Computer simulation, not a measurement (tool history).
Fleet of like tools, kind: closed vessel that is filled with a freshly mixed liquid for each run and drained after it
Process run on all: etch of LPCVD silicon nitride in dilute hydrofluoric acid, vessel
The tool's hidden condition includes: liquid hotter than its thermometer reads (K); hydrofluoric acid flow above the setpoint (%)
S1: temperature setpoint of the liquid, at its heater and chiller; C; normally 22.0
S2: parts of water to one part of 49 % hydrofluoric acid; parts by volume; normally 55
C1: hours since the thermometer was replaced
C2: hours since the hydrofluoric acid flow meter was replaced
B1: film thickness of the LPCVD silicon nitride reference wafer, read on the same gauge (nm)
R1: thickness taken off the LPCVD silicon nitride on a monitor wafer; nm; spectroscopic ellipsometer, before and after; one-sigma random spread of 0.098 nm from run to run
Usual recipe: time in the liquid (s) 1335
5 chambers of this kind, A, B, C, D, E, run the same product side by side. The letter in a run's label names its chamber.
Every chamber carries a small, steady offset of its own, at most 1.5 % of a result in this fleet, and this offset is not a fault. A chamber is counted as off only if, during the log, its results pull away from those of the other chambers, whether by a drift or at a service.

{"day": 0.417, "done": "chamber B: thermometer replaced"}
{"run": "1E", "day": 0.571, "S1": 22.0, "S2": 55, "time in the liquid (s)": 1335, "C1": 2023.4, "C2": 688.3, "B1": 80.017, "R1": 11.041}
{"day": 0.783, "done": "chamber E: thermometer replaced"}
{"run": "2C", "day": 1.017, "S1": 22.0, "S2": 55, "time in the liquid (s)": 1335, "C1": 778.9, "C2": 1418.6, "B1": 79.984, "R1": 10.897}
{"run": "3B", "day": 1.388, "S1": 22.0, "S2": 55, "time in the liquid (s)": 1335, "C1": 23.3, "C2": 383.8, "B1": 80.01, "R1": 10.869}
{"run": "4D", "day": 1.988, "S1": 22.0, "S2": 55, "time in the liquid (s)": 1335, "C1": 1081.9, "C2": 782.8, "B1": 80.008, "R1": 10.768}
{"run": "5A", "day": 2.529, "S1": 22.0, "S2": 55, "time in the liquid (s)": 1335, "C1": 145.0, "C2": 836.8, "B1": 79.968, "R1": 10.712}
{"run": "6B", "day": 3.012, "S1": 22.0, "S2": 55, "time in the liquid (s)": 1335, "C1": 62.3, "C2": 422.8, "B1": 79.99, "R1": 10.886}
{"run": "7E", "day": 3.558, "S1": 22.0, "S2": 55, "time in the liquid (s)": 1335, "C1": 66.7, "C2": 760.0, "B1": 79.997, "R1": 10.657}
{"day": 3.929, "done": "chamber C: hydrofluoric acid flow meter replaced"}
{"run": "8C", "day": 4.046, "S1": 22.0, "S2": 55, "time in the liquid (s)": 1335, "C1": 851.6, "C2": 2.8, "B1": 80.0, "R1": 11.054}
{"run": "9D", "day": 4.529, "S1": 22.0, "S2": 55, "time in the liquid (s)": 1335, "C1": 1142.9, "C2": 843.8, "B1": 79.99, "R1": 10.898}
{"run": "10A", "day": 5.004, "S1": 22.0, "S2": 55, "time in the liquid (s)": 1335, "C1": 204.4, "C2": 896.2, "B1": 79.985, "R1": 10.642}
{"run": "11A", "day": 5.55, "S1": 22.0, "S2": 55, "time in the liquid (s)": 1335, "C1": 217.5, "C2": 909.3, "B1": 79.981, "R1": 10.733}
{"run": "12B", "day": 5.946, "S1": 22.0, "S2": 55, "time in the liquid (s)": 1335, "C1": 132.7, "C2": 493.2, "B1": 80.0, "R1": 10.711}
{"run": "13C", "day": 6.283, "S1": 22.0, "S2": 55, "time in the liquid (s)": 1335, "C1": 905.3, "C2": 56.5, "B1": 79.999, "R1": 11.021}
{"run": "14D", "day": 6.704, "S1": 22.0, "S2": 55, "time in the liquid (s)": 1335, "C1": 1195.1, "C2": 896.0, "B1": 79.975, "R1": 10.833}
{"run": "15E", "day": 7.138, "S1": 22.0, "S2": 55, "time in the liquid (s)": 1335, "C1": 152.6, "C2": 845.9, "B1": 80.021, "R1": 10.882}
{"run": "16E", "day": 7.712, "S1": 22.0, "S2": 55, "time in the liquid (s)": 1335, "C1": 166.4, "C2": 859.7, "B1": 80.004, "R1": 10.678}
{"run": "17B", "day": 8.225, "S1": 22.0, "S2": 80, "time in the liquid (s)": 1335, "C1": 187.4, "C2": 547.9, "B1": 80.007, "R1": 7.4583}
{"run": "18C", "day": 8.667, "S1": 22.0, "S2": 80, "time in the liquid (s)": 1335, "C1": 962.5, "C2": 113.7, "B1": 80.004, "R1": 7.8194}
{"run": "19A", "day": 9.204, "S1": 22.0, "S2": 80, "time in the liquid (s)": 1335, "C1": 305.2, "C2": 997.0, "B1": 80.005, "R1": 7.5065}
{"run": "20D", "day": 9.617, "S1": 22.0, "S2": 80, "time in the liquid (s)": 1335, "C1": 1265.0, "C2": 965.9, "B1": 80.022, "R1": 7.5384}
{"day": 9.817, "done": "chamber B: hydrofluoric acid flow meter replaced"}
{"run": "21E", "day": 10.108, "S1": 22.0, "S2": 80, "time in the liquid (s)": 1335, "C1": 223.9, "C2": 917.2, "B1": 79.942, "R1": 7.5411}
{"run": "22A", "day": 10.617, "S1": 22.0, "S2": 55, "time in the liquid (s)": 1335, "C1": 339.1, "C2": 1030.9, "B1": 79.993, "R1": 10.809}
{"run": "23C", "day": 10.912, "S1": 22.0, "S2": 55, "time in the liquid (s)": 1335, "C1": 1016.4, "C2": 167.6, "B1": 80.026, "R1": 11.257}
{"run": "24D", "day": 11.225, "S1": 22.0, "S2": 55, "time in the liquid (s)": 1335, "C1": 1303.6, "C2": 1004.5, "B1": 79.989, "R1": 10.959}
{"run": "25B", "day": 11.762, "S1": 22.0, "S2": 55, "time in the liquid (s)": 2075, "C1": 272.3, "C2": 46.7, "B1": 79.992, "R1": 16.637}
{"run": "26D", "day": 12.267, "S1": 22.0, "S2": 55, "time in the liquid (s)": 2075, "C1": 1328.6, "C2": 1029.5, "B1": 79.99, "R1": 16.872}
{"run": "27E", "day": 12.596, "S1": 22.0, "S2": 55, "time in the liquid (s)": 2075, "C1": 283.6, "C2": 976.9, "B1": 79.955, "R1": 16.901}
{"run": "28A", "day": 12.962, "S1": 22.0, "S2": 55, "time in the liquid (s)": 2075, "C1": 395.4, "C2": 1087.2, "B1": 80.008, "R1": 16.498}
{"run": "29C", "day": 13.504, "S1": 22.0, "S2": 55, "time in the liquid (s)": 2075, "C1": 1078.6, "C2": 229.8, "B1": 79.988, "R1": 17.882}
{"run": "30B", "day": 13.879, "S1": 22.0, "S2": 55, "time in the liquid (s)": 1335, "C1": 323.1, "C2": 97.5, "B1": 79.975, "R1": 10.867}
{"run": "31C", "day": 14.475, "S1": 22.0, "S2": 55, "time in the liquid (s)": 1335, "C1": 1101.9, "C2": 253.1, "B1": 79.996, "R1": 11.479}
{"run": "32E", "day": 14.875, "S1": 22.0, "S2": 55, "time in the liquid (s)": 1335, "C1": 338.3, "C2": 1031.6, "B1": 80.026, "R1": 10.879}
{"run": "33A", "day": 15.271, "S1": 22.0, "S2": 55, "time in the liquid (s)": 1335, "C1": 450.8, "C2": 1142.6, "B1": 80.016, "R1": 10.629}
{"run": "34D", "day": 15.542, "S1": 22.0, "S2": 55, "time in the liquid (s)": 1335, "C1": 1407.2, "C2": 1108.1, "B1": 80.001, "R1": 10.9}
{"run": "35B", "day": 15.867, "S1": 22.0, "S2": 55, "time in the liquid (s)": 1335, "C1": 370.8, "C2": 145.2, "B1": 79.991, "R1": 10.901}
{"run": "36A", "day": 16.375, "S1": 22.0, "S2": 55, "time in the liquid (s)": 1335, "C1": 477.3, "C2": 1169.1, "B1": 80.006, "R1": 11.025}
{"run": "37D", "day": 16.842, "S1": 22.0, "S2": 55, "time in the liquid (s)": 1335, "C1": 1438.4, "C2": 1139.3, "B1": 79.97, "R1": 10.699}

Does one chamber stand apart from the rest, does the shared gauge drift, or is all well apart from small per-chamber offsets? Give the chamber and the most likely cause, where there is one.

Chamber C drifts away from the others.
Cause: liquid hotter than its thermometer reads (K) = 0.883.

Here are 4 candidates for chamber C's next run, each the usual settings with a change, their results left as question marks. Which one brings its results back in line with what the others give on the usual settings?
In line here means within this much of the mean the other chambers give on the usual settings: R1 0.3400 nm
{"run": "38C-1", "day": 17.279, "S1": 21.0, "S2": 55, "time in the liquid (s)": 1335, "R1": "?"}
{"run": "38C-2", "day": 17.279, "S1": 22.0, "S2": 55, "time in the liquid (s)": 1325, "R1": "?"}
{"run": "38C-3", "day": 17.279, "S1": 22.0, "S2": 55, "time in the liquid (s)": 1355, "R1": "?"}
{"run": "38C-4", "day": 17.279, "S1": 23.0, "S2": 55, "time in the liquid (s)": 1335, "R1": "?"}

On the usual settings, the other chambers give on average: R1 10.8100 nm
run=38C-1 R1=10.8730
run=38C-2 R1=11.5370
run=38C-3 R1=11.7980
run=38C-4 R1=12.4280
With 38C-1, the chamber falls back in line with the rest.
